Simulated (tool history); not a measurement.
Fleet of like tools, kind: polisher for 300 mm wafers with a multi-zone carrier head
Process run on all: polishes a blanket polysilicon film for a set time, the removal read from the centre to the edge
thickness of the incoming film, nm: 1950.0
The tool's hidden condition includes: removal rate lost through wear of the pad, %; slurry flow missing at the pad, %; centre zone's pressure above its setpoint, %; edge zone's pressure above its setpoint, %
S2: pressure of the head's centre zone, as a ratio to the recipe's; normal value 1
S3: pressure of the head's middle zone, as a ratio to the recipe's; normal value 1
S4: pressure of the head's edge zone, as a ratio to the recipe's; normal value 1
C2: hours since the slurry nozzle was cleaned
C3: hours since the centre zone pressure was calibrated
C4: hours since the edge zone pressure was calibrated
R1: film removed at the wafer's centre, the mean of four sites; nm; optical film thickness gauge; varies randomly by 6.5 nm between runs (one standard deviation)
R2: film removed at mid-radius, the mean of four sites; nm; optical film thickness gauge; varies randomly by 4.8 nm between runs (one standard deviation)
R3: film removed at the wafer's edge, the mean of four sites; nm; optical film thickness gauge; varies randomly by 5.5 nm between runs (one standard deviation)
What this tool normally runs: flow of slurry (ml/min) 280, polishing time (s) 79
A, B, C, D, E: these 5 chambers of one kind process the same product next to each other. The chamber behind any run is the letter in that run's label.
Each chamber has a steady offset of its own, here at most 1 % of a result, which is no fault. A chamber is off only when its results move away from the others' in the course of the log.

Run 1D, hour 8.6: usual settings; wafers polished on this pad 692; C2 286.5; C3 411.8; C4 453. Result: R1 461.84 nm, R2 459.26 nm, R3 460.05 nm.
Run 2A, hour 15.1: usual settings; wafers polished on this pad 173; C2 393.9; C3 319.6; C4 259.9. Result: R1 464.09 nm, R2 459.12 nm, R3 451.15 nm.
Run 3B, hour 22.7: usual settings; wafers polished on this pad 311; C2 202.1; C3 333.2; C4 28.8. Result: R1 466.6 nm, R2 446.68 nm, R3 461.32 nm.
Run 4C, hour 30: usual settings; wafers polished on this pad 602; C2 102.4; C3 40.6; C4 222.1. Result: R1 440.23 nm, R2 459.3 nm, R3 457.91 nm.
Run 5E, hour 37.4: usual settings; wafers polished on this pad 654; C2 261.4; C3 695.5; C4 808.2. Result: R1 462.19 nm, R2 456.23 nm, R3 458.69 nm.
Run 6B, hour 43.8: usual settings but S2 0.95; wafers polished on this pad 528; C2 223.2; C3 354.3; C4 49.9. Result: R1 436.91 nm, R2 459.59 nm, R3 460.59 nm.
At hour 52.3: chamber E: worn pad replaced by a new one.
Run 7E, hour 55.7: usual settings but S2 0.95; wafers polished on this pad 35; C2 279.7; C3 713.8; C4 826.5. Result: R1 434.86 nm, R2 455.42 nm, R3 462 nm.
At hour 60.2: chamber B: worn pad replaced by a new one.
At hour 61.8: chamber C: worn pad replaced by a new one.
Run 8A, hour 63.5: usual settings but S2 0.95; wafers polished on this pad 671; C2 442.3; C3 368; C4 308.3. Result: R1 428.41 nm, R2 459.42 nm, R3 456.84 nm.
Run 9C, hour 72: usual settings but S2 0.95; wafers polished on this pad 105; C2 144.4; C3 82.6; C4 264.1. Result: R1 418.66 nm, R2 448.96 nm, R3 448.84 nm.
Run 10D, hour 85.9: usual settings but S2 0.95; wafers polished on this pad 1487; C2 363.8; C3 489.1; C4 530.3. Result: R1 425.78 nm, R2 452.8 nm, R3 452.17 nm.
Run 11E, hour 92.7: usual settings but S4 1.06, polishing time (s) 70; wafers polished on this pad 415; C2 316.7; C3 750.8; C4 863.5. Result: R1 411.2 nm, R2 408.26 nm, R3 422.93 nm.
Run 12C, hour 104.7: usual settings but S4 1.06, polishing time (s) 70; wafers polished on this pad 442; C2 177.1; C3 115.3; C4 296.8. Result: R1 405.65 nm, R2 406.76 nm, R3 423.65 nm.
Run 13A, hour 117.4: usual settings but S4 1.06, polishing time (s) 70; wafers polished on this pad 1226; C2 496.2; C3 421.9; C4 362.2. Result: R1 403.17 nm, R2 401.87 nm, R3 420.24 nm.
At hour 124.4: chamber A: worn pad replaced by a new one.
At hour 124.5: chamber A: edge zone pressure recalibrated.
At hour 125.3: chamber B: worn pad replaced by a new one.
At hour 126: chamber E: worn pad replaced by a new one.
Run 14B, hour 128.2: usual settings but S4 1.06, polishing time (s) 70; wafers polished on this pad 30; C2 307.6; C3 438.7; C4 134.3. Result: R1 413.33 nm, R2 410.73 nm, R3 422.49 nm.
At hour 130.8: chamber B: centre zone pressure recalibrated.
Run 15D, hour 136.3: usual settings but S4 1.06, polishing time (s) 70; wafers polished on this pad 2005; C2 414.2; C3 539.5; C4 580.7. Result: R1 407.21 nm, R2 396.74 nm, R3 401.46 nm.
At hour 138.6: chamber C: worn pad replaced by a new one.
Run 16A, hour 143.7: usual settings but S4 1.04; wafers polished on this pad 198; C2 522.5; C3 448.2; C4 19.3. Result: R1 462.37 nm, R2 466.52 nm, R3 481.27 nm.
At hour 147.6: chamber A: centre zone pressure recalibrated.
Run 17E, hour 157.8: usual settings but S4 1.04; wafers polished on this pad 328; C2 381.8; C3 815.9; C4 928.6. Result: R1 472.3 nm, R2 460.83 nm, R3 465.32 nm.
Run 18C, hour 164.4: usual settings but S4 1.04; wafers polished on this pad 265; C2 236.8; C3 175; C4 356.5. Result: R1 446.65 nm, R2 450.72 nm, R3 472.66 nm.
Run 19D, hour 173.3: usual settings but S4 1.04; wafers polished on this pad 2386; C2 451.2; C3 576.5; C4 617.7. Result: R1 439.01 nm, R2 434.46 nm, R3 439.96 nm.
Run 20B, hour 182.9: usual settings but S4 1.04; wafers polished on this pad 593; C2 362.3; C3 52.2; C4 189. Result: R1 457.01 nm, R2 459.95 nm, R3 475.06 nm.
At hour 186.4: chamber D: slurry nozzle cleaned.
At hour 188: chamber E: worn pad replaced by a new one.
Run 21E, hour 197: usual settings; wafers polished on this pad 93; C2 421; C3 855.1; C4 967.8. Result: R1 467.25 nm, R2 454.99 nm, R3 452.36 nm.
Run 22D, hour 210.7: usual settings but S3 0.89, S4 1.09; wafers polished on this pad 2771; C2 24.3; C3 613.9; C4 655.1. Result: R1 427.16 nm, R2 388.48 nm, R3 454.63 nm.
At hour 211.3: chamber B: worn pad replaced by a new one.
At hour 216.9: chamber C: worn pad replaced by a new one.
Run 23A, hour 223: usual settings but S3 0.89, S4 1.09; wafers polished on this pad 1014; C2 601.8; C3 75.5; C4 98.6. Result: R1 461.44 nm, R2 409.94 nm, R3 489.55 nm.
At hour 223.4: chamber A: worn pad replaced by a new one.
At hour 230.9: chamber E: centre zone pressure recalibrated.
Run 24B, hour 231.7: usual settings but S3 0.89, S4 1.09; wafers polished on this pad 210; C2 411.1; C3 101; C4 237.8. Result: R1 455.52 nm, R2 407.2 nm, R3 481.34 nm.
At hour 238.5: chamber E: edge zone pressure recalibrated.
At hour 241.2: chamber A: slurry nozzle cleaned.
Run 25C, hour 246: usual settings but S3 0.89, S4 1.09; wafers polished on this pad 300; C2 318.4; C3 256.6; C4 438.1. Result: R1 445.24 nm, R2 411.04 nm, R3 477.9 nm.
At hour 247: chamber E: slurry nozzle cleaned.
Run 26A, hour 252.7: usual settings but S3 0.89, S4 1.09; wafers polished on this pad 301; C2 11.6; C3 105.2; C4 128.3. Result: R1 455.52 nm, R2 417.49 nm, R3 477.67 nm.
At hour 257.5: chamber E: worn pad replaced by a new one.
Run 27C, hour 262.6: usual settings; wafers polished on this pad 471; C2 335; C3 273.2; C4 454.7. Result: R1 441.17 nm, R2 451.24 nm, R3 459.52 nm.
Run 28D, hour 272: usual settings but flow of slurry (ml/min) 225; wafers polished on this pad 3401; C2 85.6; C3 675.2; C4 716.4. Result: R1 412.48 nm, R2 411.03 nm, R3 417.91 nm.
At hour 277.6: chamber B: worn pad replaced by a new one.
Run 29E, hour 280.8: usual settings but flow of slurry (ml/min) 225; wafers polished on this pad 240; C2 33.8; C3 49.9; C4 42.3. Result: R1 444.1 nm, R2 447.91 nm, R3 443.79 nm.
At hour 294.6: chamber C: slurry nozzle cleaned.
Run 30B, hour 295.2: usual settings but flow of slurry (ml/min) 225; wafers polished on this pad 181; C2 474.6; C3 164.5; C4 301.3. Result: R1 450.16 nm, R2 434.83 nm, R3 449.24 nm.
At hour 298.2: chamber C: worn pad replaced by a new one.
Run 31D, hour 305.3: usual settings but flow of slurry (ml/min) 225; wafers polished on this pad 3744; C2 118.9; C3 708.5; C4 749.7. Result: R1 401.17 nm, R2 402.44 nm, R3 414.52 nm.
Run 32C, hour 319.9: usual settings but flow of slurry (ml/min) 225; wafers polished on this pad 223; C2 25.3; C3 330.5; C4 512. Result: R1 442.05 nm, R2 445.93 nm, R3 457.75 nm.
Run 33B, hour 326.7: usual settings but flow of slurry (ml/min) 250; wafers polished on this pad 505; C2 506.1; C3 196; C4 332.8. Result: R1 454.76 nm, R2 447.71 nm, R3 461.82 nm.

The same settings go to every chamber for the next run, one line per chamber below. Forecast the results for each:
Run 34A, hour 337.4: usual settings. Result: R1 ?, R2 ?, R3 ?.
Run 34B, hour 337.4: usual settings. Result: R1 ?, R2 ?, R3 ?.
Run 34C, hour 337.4: usual settings. Result: R1 ?, R2 ?, R3 ?.
Run 34D, hour 337.4: usual settings. Result: R1 ?, R2 ?, R3 ?.
Run 34E, hour 337.4: usual settings. Result: R1 ?, R2 ?, R3 ?.

run      R1      R2      R3
34A  458.69  459.01   459.6
34B  463.91  453.15  459.23
34C  447.46  458.89  465.59
34D  425.35  412.06  408.99
34E  455.03  450.23  459.06
